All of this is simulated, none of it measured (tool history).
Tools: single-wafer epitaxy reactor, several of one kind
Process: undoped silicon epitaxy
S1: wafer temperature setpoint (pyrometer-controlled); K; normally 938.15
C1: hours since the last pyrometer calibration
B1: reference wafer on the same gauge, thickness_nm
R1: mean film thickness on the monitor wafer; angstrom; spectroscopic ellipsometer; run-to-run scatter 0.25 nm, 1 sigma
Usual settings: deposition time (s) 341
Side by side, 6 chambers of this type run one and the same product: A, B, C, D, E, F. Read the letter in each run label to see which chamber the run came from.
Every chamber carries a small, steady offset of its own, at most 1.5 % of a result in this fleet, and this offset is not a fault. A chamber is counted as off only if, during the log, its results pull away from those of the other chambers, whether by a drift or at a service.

Run 1B, hour 8.3: usual settings; C1 1593.9; B1 83.342. Result: R1 785.03 angstrom.
Run 2F, hour 13: usual settings; C1 2052.2; B1 83.328. Result: R1 794.63 angstrom.
Run 3C, hour 17.8: usual settings; C1 861.7; B1 83.396. Result: R1 790.24 angstrom.
Run 4D, hour 22.8: usual settings; C1 457.3; B1 83.394. Result: R1 788.41 angstrom.
Run 5A, hour 30.9: usual settings; C1 1818.1; B1 83.382. Result: R1 788.82 angstrom.
Run 6E, hour 39.6: usual settings; C1 1312.9; B1 83.447. Result: R1 781.7 angstrom.
Run 7B, hour 50.3: usual settings; C1 1635.9; B1 83.408. Result: R1 786.66 angstrom.
Run 8A, hour 60: usual settings; C1 1847.2; B1 83.369. Result: R1 789.6 angstrom.
Run 9E, hour 69.9: usual settings; C1 1343.2; B1 83.446. Result: R1 781.77 angstrom.
Run 10C, hour 79.8: usual settings; C1 923.7; B1 83.379. Result: R1 790.62 angstrom.
Run 11F, hour 86.9: usual settings but deposition time (s) 367; C1 2126.1; B1 83.347. Result: R1 862.33 angstrom.
At hour 92.8: chamber A: pyrometer calibrated.
Run 12D, hour 93.9: usual settings but deposition time (s) 367; C1 528.4; B1 83.382. Result: R1 850.01 angstrom.
Run 13B, hour 103.9: usual settings but deposition time (s) 367; C1 1689.5; B1 83.443. Result: R1 844.87 angstrom.
Run 14C, hour 109.2: usual settings but deposition time (s) 367; C1 953.1; B1 83.404. Result: R1 845.92 angstrom.
Run 15F, hour 119.6: usual settings but deposition time (s) 367; C1 2158.8; B1 83.365. Result: R1 855.95 angstrom.
Run 16E, hour 124.3: usual settings but deposition time (s) 367; C1 1397.6; B1 83.449. Result: R1 845.3 angstrom.
Run 17A, hour 129.8: usual settings; C1 37; B1 83.324. Result: R1 785.81 angstrom.
Run 18D, hour 135.5: usual settings; C1 570; B1 83.415. Result: R1 790.68 angstrom.
Run 19F, hour 143.7: usual settings but S1 933.15 K, deposition time (s) 405; C1 2182.9; B1 83.368. Result: R1 847.58 angstrom.
Run 20E, hour 154: usual settings but S1 933.15 K, deposition time (s) 405; C1 1427.3; B1 83.408. Result: R1 835.16 angstrom.
Run 21A, hour 160.2: usual settings but S1 933.15 K, deposition time (s) 405; C1 67.4; B1 83.409. Result: R1 840.19 angstrom.
Run 22B, hour 169.3: usual settings but S1 933.15 K, deposition time (s) 405; C1 1754.9; B1 83.389. Result: R1 835.01 angstrom.
Run 23C, hour 175.7: usual settings but S1 933.15 K, deposition time (s) 405; C1 1019.6; B1 83.388. Result: R1 842.49 angstrom.
Run 24D, hour 186.2: usual settings but S1 933.15 K, deposition time (s) 405; C1 620.7; B1 83.463. Result: R1 841.86 angstrom.
Run 25A, hour 195.5: usual settings; C1 102.7; B1 83.36. Result: R1 787.64 angstrom.
Run 26C, hour 205.2: usual settings; C1 1049.1; B1 83.342. Result: R1 786.67 angstrom.
Run 27F, hour 215.9: usual settings; C1 2255.1; B1 83.416. Result: R1 801.84 angstrom.
Run 28B, hour 223.4: usual settings; C1 1809; B1 83.38. Result: R1 786.62 angstrom.
Run 29D, hour 230: usual settings; C1 664.5; B1 83.465. Result: R1 788.88 angstrom.
Run 30E, hour 239.8: usual settings; C1 1513.1; B1 83.43. Result: R1 786.07 angstrom.
Run 31C, hour 246.6: usual settings; C1 1090.5; B1 83.372. Result: R1 789.67 angstrom.
Run 32E, hour 253.1: usual settings but S1 925.15 K, deposition time (s) 309; C1 1526.4; B1 83.456. Result: R1 539.15 angstrom.
Run 33B, hour 262.6: usual settings but S1 925.15 K, deposition time (s) 309; C1 1848.2; B1 83.518. Result: R1 538.92 angstrom.
Run 34D, hour 273.3: usual settings but S1 925.15 K, deposition time (s) 309; C1 707.8; B1 83.39. Result: R1 542.46 angstrom.
Run 35F, hour 283.9: usual settings but S1 925.15 K, deposition time (s) 309; C1 2323.1; B1 83.474. Result: R1 543.84 angstrom.
Run 36A, hour 294.3: usual settings but S1 925.15 K, deposition time (s) 309; C1 201.5; B1 83.432. Result: R1 540.93 angstrom.
Run 37B, hour 304.3: usual settings but S1 925.15 K, deposition time (s) 309; C1 1889.9; B1 83.425. Result: R1 539.2 angstrom.
Run 38D, hour 310.6: usual settings; C1 745.1; B1 83.427. Result: R1 787.67 angstrom.
Run 39A, hour 316.8: usual settings but S1 927.15 K; C1 224; B1 83.44. Result: R1 624.22 angstrom.
Run 40E, hour 323: usual settings but S1 927.15 K; C1 1596.3; B1 83.441. Result: R1 618.68 angstrom.
Run 41C, hour 332.8: usual settings but S1 927.15 K; C1 1176.7; B1 83.44. Result: R1 620.28 angstrom.

Next, all 6 chambers run the settings below, one line each with question marks for the results. What does each chamber give?
Run 42A, hour 340.5: usual settings. Result: R1 ?.
Run 42B, hour 340.5: usual settings. Result: R1 ?.
Run 42C, hour 340.5: usual settings. Result: R1 ?.
Run 42D, hour 340.5: usual settings. Result: R1 ?.
Run 42E, hour 340.5: usual settings. Result: R1 ?.
Run 42F, hour 340.5: usual settings. Result: R1 ?.

run      R1
42A  786.61
42B  788.82
42C  787.57
42D   790.9
42E  784.08
42F  801.86
